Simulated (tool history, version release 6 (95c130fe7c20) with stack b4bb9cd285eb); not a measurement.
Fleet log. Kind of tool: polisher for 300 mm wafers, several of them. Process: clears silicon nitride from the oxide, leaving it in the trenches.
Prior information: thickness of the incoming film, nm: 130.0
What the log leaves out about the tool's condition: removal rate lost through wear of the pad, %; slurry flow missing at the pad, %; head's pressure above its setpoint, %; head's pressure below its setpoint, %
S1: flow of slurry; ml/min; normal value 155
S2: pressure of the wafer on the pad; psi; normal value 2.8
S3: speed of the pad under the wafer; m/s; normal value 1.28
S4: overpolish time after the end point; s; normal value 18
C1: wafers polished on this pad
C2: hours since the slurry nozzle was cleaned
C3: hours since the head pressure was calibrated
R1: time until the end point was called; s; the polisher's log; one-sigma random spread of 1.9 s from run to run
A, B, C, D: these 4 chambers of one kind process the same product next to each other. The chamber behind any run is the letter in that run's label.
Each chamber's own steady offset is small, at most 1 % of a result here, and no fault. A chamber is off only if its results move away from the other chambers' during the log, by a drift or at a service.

-- day=0.062 chamber B: worn pad replaced by a new one
run 1A day=0.283 | S1=155 S2=2.8 S3=1.28 S4=18 | C1=1041 C2=22.6 C3=324.0 | R1=127.000
-- day=0.483 chamber D: slurry nozzle cleaned
run 2D day=0.642 | S1=155 S2=2.8 S3=1.28 S4=18 | C1=835 C2=3.8 C3=765.9 | R1=127.240
-- day=0.900 chamber D: head pressure recalibrated
run 3C day=1.100 | S1=155 S2=2.8 S3=1.28 S4=18 | C1=833 C2=726.5 C3=1043.4 | R1=127.210
-- day=1.542 chamber A: head pressure recalibrated
run 4B day=1.554 | S1=155 S2=2.8 S3=1.28 S4=18 | C1=243 C2=252.7 C3=404.4 | R1=127.060
-- day=1.621 chamber D: worn pad replaced by a new one
-- day=1.892 chamber A: worn pad replaced by a new one
run 5A day=2.029 | S1=155 S2=2.8 S3=1.54 S4=18 | C1=22 C2=64.5 C3=11.8 | R1=109.410
-- day=2.438 chamber C: worn pad replaced by a new one
run 6C day=2.483 | S1=155 S2=2.8 S3=1.54 S4=18 | C1=8 C2=759.7 C3=1076.6 | R1=105.850
run 7D day=2.804 | S1=155 S2=2.8 S3=1.54 S4=18 | C1=193 C2=55.7 C3=45.8 | R1=107.990
-- day=2.979 chamber C: head pressure recalibrated
run 8B day=3.042 | S1=155 S2=2.8 S3=1.54 S4=18 | C1=486 C2=288.4 C3=440.1 | R1=105.180
run 9A day=3.308 | S1=155 S2=2.8 S3=1.28 S4=18 | C1=231 C2=95.2 C3=42.5 | R1=128.330
-- day=3.554 chamber C: slurry nozzle cleaned
-- day=3.717 chamber B: worn pad replaced by a new one
run 10B day=3.717 | S1=105 S2=2.8 S3=1.28 S4=18 | C1=0 C2=304.6 C3=456.3 | R1=140.000
run 11C day=4.042 | S1=105 S2=2.8 S3=1.28 S4=18 | C1=262 C2=11.7 C3=25.5 | R1=122.270
run 12D day=4.338 | S1=105 S2=2.8 S3=1.28 S4=18 | C1=443 C2=92.5 C3=82.6 | R1=138.170
run 13B day=4.621 | S1=105 S2=2.8 S3=1.28 S4=18 | C1=147 C2=326.3 C3=478.0 | R1=137.690
run 14D day=5.100 | S1=155 S2=2.8 S3=1.28 S4=18 | C1=567 C2=110.8 C3=100.9 | R1=127.680
run 15A day=5.588 | S1=155 S2=2.8 S3=1.28 S4=18 | C1=603 C2=149.9 C3=97.2 | R1=131.390
run 16C day=6.029 | S1=155 S2=2.8 S3=1.28 S4=18 | C1=586 C2=59.4 C3=73.2 | R1=116.360
run 17A day=6.479 | S1=155 S2=2.8 S3=1.28 S4=18 | C1=748 C2=171.3 C3=118.6 | R1=131.050
run 18C day=6.746 | S1=155 S2=2.8 S3=1.28 S4=18 | C1=703 C2=76.6 C3=90.4 | R1=118.110
run 19D day=7.217 | S1=155 S2=2.8 S3=1.28 S4=18 | C1=912 C2=161.6 C3=151.7 | R1=130.310
run 20B day=7.471 | S1=155 S2=2.8 S3=1.70 S4=23 | C1=612 C2=394.7 C3=546.4 | R1=93.941
-- day=7.612 chamber B: worn pad replaced by a new one
run 21A day=7.762 | S1=155 S2=2.8 S3=1.70 S4=23 | C1=958 C2=202.1 C3=149.4 | R1=97.576
run 22B day=8.038 | S1=155 S2=2.8 S3=1.70 S4=23 | C1=69 C2=408.3 C3=560.0 | R1=94.589
run 23C day=8.504 | S1=155 S2=2.8 S3=1.70 S4=23 | C1=990 C2=118.8 C3=132.6 | R1=86.559
-- day=8.788 chamber D: worn pad replaced by a new one
run 24D day=8.792 | S1=155 S2=2.8 S3=1.28 S4=18 | C1=0 C2=199.4 C3=189.5 | R1=128.440

One chamber off, gauge drift, or nothing amiss beyond the chambers' own small offsets? If it is a chamber, which one, and what is the likeliest cause?

Chamber C came out of a service off from its peers and stayed that way.
Likeliest cause: head's pressure above its setpoint, % = 10.2.

Which of the 4 candidates below, each the usual settings with something changed and its results left as question marks, puts chamber C back in line with what the other chambers give on the usual settings?
In line means no further than this from the other chambers' mean on the usual settings: R1 6.500 s
run 25C-1 day=9.167 | S1=155 S2=2.8 S3=1.40 S4=18 | R1=?
run 25C-2 day=9.167 | S1=155 S2=2.5 S3=1.18 S4=18 | R1=?
run 25C-3 day=9.167 | S1=155 S2=2.8 S3=1.16 S4=18 | R1=?
run 25C-4 day=9.167 | S1=160 S2=2.8 S3=1.50 S4=18 | R1=?

On the usual settings, the other chambers give on average: R1 127.580 s
run=25C-1 R1=107.730
run=25C-2 R1=143.290
run=25C-3 R1=130.080
run=25C-4 R1=99.999
With 25C-3, the chamber falls back in line with the rest.

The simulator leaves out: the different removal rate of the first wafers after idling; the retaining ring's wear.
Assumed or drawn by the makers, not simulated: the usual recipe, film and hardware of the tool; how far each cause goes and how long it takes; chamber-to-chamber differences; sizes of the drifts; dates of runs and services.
